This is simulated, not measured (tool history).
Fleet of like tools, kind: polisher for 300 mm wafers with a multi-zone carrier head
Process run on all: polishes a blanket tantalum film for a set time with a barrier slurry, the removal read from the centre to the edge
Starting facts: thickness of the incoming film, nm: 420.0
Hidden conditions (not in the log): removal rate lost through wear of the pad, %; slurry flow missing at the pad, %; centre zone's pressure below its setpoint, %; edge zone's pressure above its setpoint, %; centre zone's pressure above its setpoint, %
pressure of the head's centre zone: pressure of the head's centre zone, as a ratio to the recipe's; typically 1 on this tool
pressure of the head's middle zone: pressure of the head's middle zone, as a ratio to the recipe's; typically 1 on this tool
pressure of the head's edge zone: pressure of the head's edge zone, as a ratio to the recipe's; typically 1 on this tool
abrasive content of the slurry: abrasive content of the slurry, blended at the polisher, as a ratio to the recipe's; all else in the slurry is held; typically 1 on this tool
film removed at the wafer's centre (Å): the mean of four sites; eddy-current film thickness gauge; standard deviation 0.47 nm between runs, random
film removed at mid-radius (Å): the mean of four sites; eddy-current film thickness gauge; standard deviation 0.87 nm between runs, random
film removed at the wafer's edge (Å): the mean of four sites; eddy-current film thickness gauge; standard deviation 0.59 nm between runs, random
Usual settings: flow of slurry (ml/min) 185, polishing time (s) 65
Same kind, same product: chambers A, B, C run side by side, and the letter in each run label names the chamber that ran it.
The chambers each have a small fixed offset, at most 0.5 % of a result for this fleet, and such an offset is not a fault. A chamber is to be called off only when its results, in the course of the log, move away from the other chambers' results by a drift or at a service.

run,day,flow of slurry (ml/min),pressure of the head's centre zone,pressure of the head's middle zone,pressure of the head's edge zone,abrasive content of the slurry,polishing time (s),wafers polished on this pad,hours since the slurry nozzle was cleaned,hours since the centre zone pressure was calibrated,hours since the edge zone pressure was calibrated,film removed at the wafer's centre (Å),film removed at mid-radius (Å),film removed at the wafer's edge (Å)
1B,0.562,185,1,1,1,1,65,290,310.2,891.3,457.3,774.59,777.99,781.07
2A,0.871,185,1,1,1,1,65,855,261.7,319.3,1086.2,772.56,787.26,776.92
3C,1.229,185,1,1,1,1,65,524,723.7,851.1,747.1,786.04,762.18,784.53
4B,1.8,185,1,1,1,1,65,499,339.9,921,487,780.92,775.49,782.12
5A,2.292,145,1,1,1,1.2,65,1094,295.8,353.4,1120.3,768.89,771.08,797.46
# day 2.367: chamber A: worn pad replaced by a new one
6C,2.854,145,1,1,1,1.2,65,798,762.7,890.1,786.1,781.87,767.57,797.24
7B,3.321,145,1,1,1,1.2,65,755,376.4,957.5,523.5,776.92,769.23,792.42
# day 3.471: chamber A: edge zone pressure recalibrated
8A,3.75,185,1,1,1,1,65,233,330.8,388.4,6.7,771.51,783.13,783.58
# day 3.896: chamber C: slurry nozzle cleaned
9C,4.096,185,1,1,1,1,65,1007,4.8,919.9,815.9,773.67,751.91,775.1
# day 4.229: chamber B: worn pad replaced by a new one
# day 4.371: chamber C: worn pad replaced by a new one
10A,4.625,185,1,1,1,1,65,380,351.8,409.4,27.7,778.47,781.69,775.96
11C,5.304,185,1,1,1,1,65,157,33.8,948.9,844.9,783.39,770.76,774.51
12B,5.971,185,1,1,1,1,65,293,440,1021.1,587.1,771.28,767.34,774.22
13B,6.583,185,1,0.91,1,0.85,65,396,454.7,1035.8,601.8,748.8,673.22,731.82
# day 6.621: chamber B: centre zone pressure recalibrated
14C,6.904,185,1,0.91,1,0.85,65,426,72.2,987.3,883.3,745.01,668.14,746.14
15A,7.229,185,1,0.91,1,0.85,65,819,414.3,471.9,90.2,732.17,675.97,731.42
16A,7.562,185,1,1,1,1,65,875,422.3,479.9,98.2,768.2,774.15,785.19
17B,7.975,185,1,1,1,1,65,630,488.1,32.6,635.2,778.89,765.22,778.18
# day 7.996: chamber A: slurry nozzle cleaned
18C,8.283,185,1,1,1,1,65,659,105.3,1020.4,916.4,770.15,770.58,777.44
# day 8.567: chamber A: worn pad replaced by a new one
19B,8.921,185,1,0.9,0.9,1,65,790,510.8,55.3,657.9,774.41,694.94,730.46
# day 9.146: chamber B: slurry nozzle cleaned
# day 9.388: chamber B: worn pad replaced by a new one
20C,9.529,185,1,0.9,0.9,1,65,868,135.2,1050.3,946.3,776.16,703.56,735.9
21A,9.975,185,1,0.9,0.9,1,65,237,47.5,537.8,156.1,768.3,697.76,734.98
# day 10.062: chamber C: worn pad replaced by a new one
22A,10.483,185,1,1,1,1,65,323,59.7,550,168.3,779.96,784.16,778.37
23B,10.871,160,1,1,1,1,65,249,41.5,102.1,704.7,751.02,762.46,757.67
24C,11.475,160,1,1,1,1,65,238,181.9,1097,993,760.85,759.76,757.03
25B,11.788,160,1,1,1,1,65,404,63.5,124.1,726.7,751.46,758.56,772.21
26A,12.367,185,1,1,1,1,65,640,104.9,595.2,213.5,771.86,777.51,770.95
27C,13.029,185,1,1,1,1,65,499,219.2,1134.3,1030.3,774.5,781.52,779.38
28C,13.579,185,1,1,1,1,65,592,232.4,1147.5,1043.5,777.34,780.12,770.61
29A,13.904,185,1,0.89,1,1,65,899,141.8,632.1,250.4,772.92,714.36,776.97
# day 13.917: chamber B: worn pad replaced by a new one
30B,14.362,185,1,0.89,1,1,65,75,125.3,185.9,788.5,778.5,680.97,769.37
31B,14.8,185,1,0.89,1,1,65,148,135.8,196.4,799,777.43,709.36,780.21
32A,15.338,185,1,1,1,1,65,1140,176.2,666.5,284.8,779.99,778.58,778.28
# day 15.471: chamber C: worn pad replaced by a new one
# day 15.517: chamber A: worn pad replaced by a new one
33C,15.879,185,1,1,1,1,65,68,287.6,1202.7,1098.7,781.73,756.1,779.67
34A,16.317,185,1,1,1,1,65,135,199.7,690,308.3,770.5,772.07,778.95
35B,17.008,185,1.05,1,1,1,65,520,188.8,249.4,852,822.81,773.63,781.18

Has any chamber moved away from the others, gradually or after a service, or does the common gauge drift, or do the chambers differ only by their own small steady offsets? State the chamber and the most likely cause if one applies.

All chambers stay in line apart from their small fixed offsets, and the gauge does not drift.
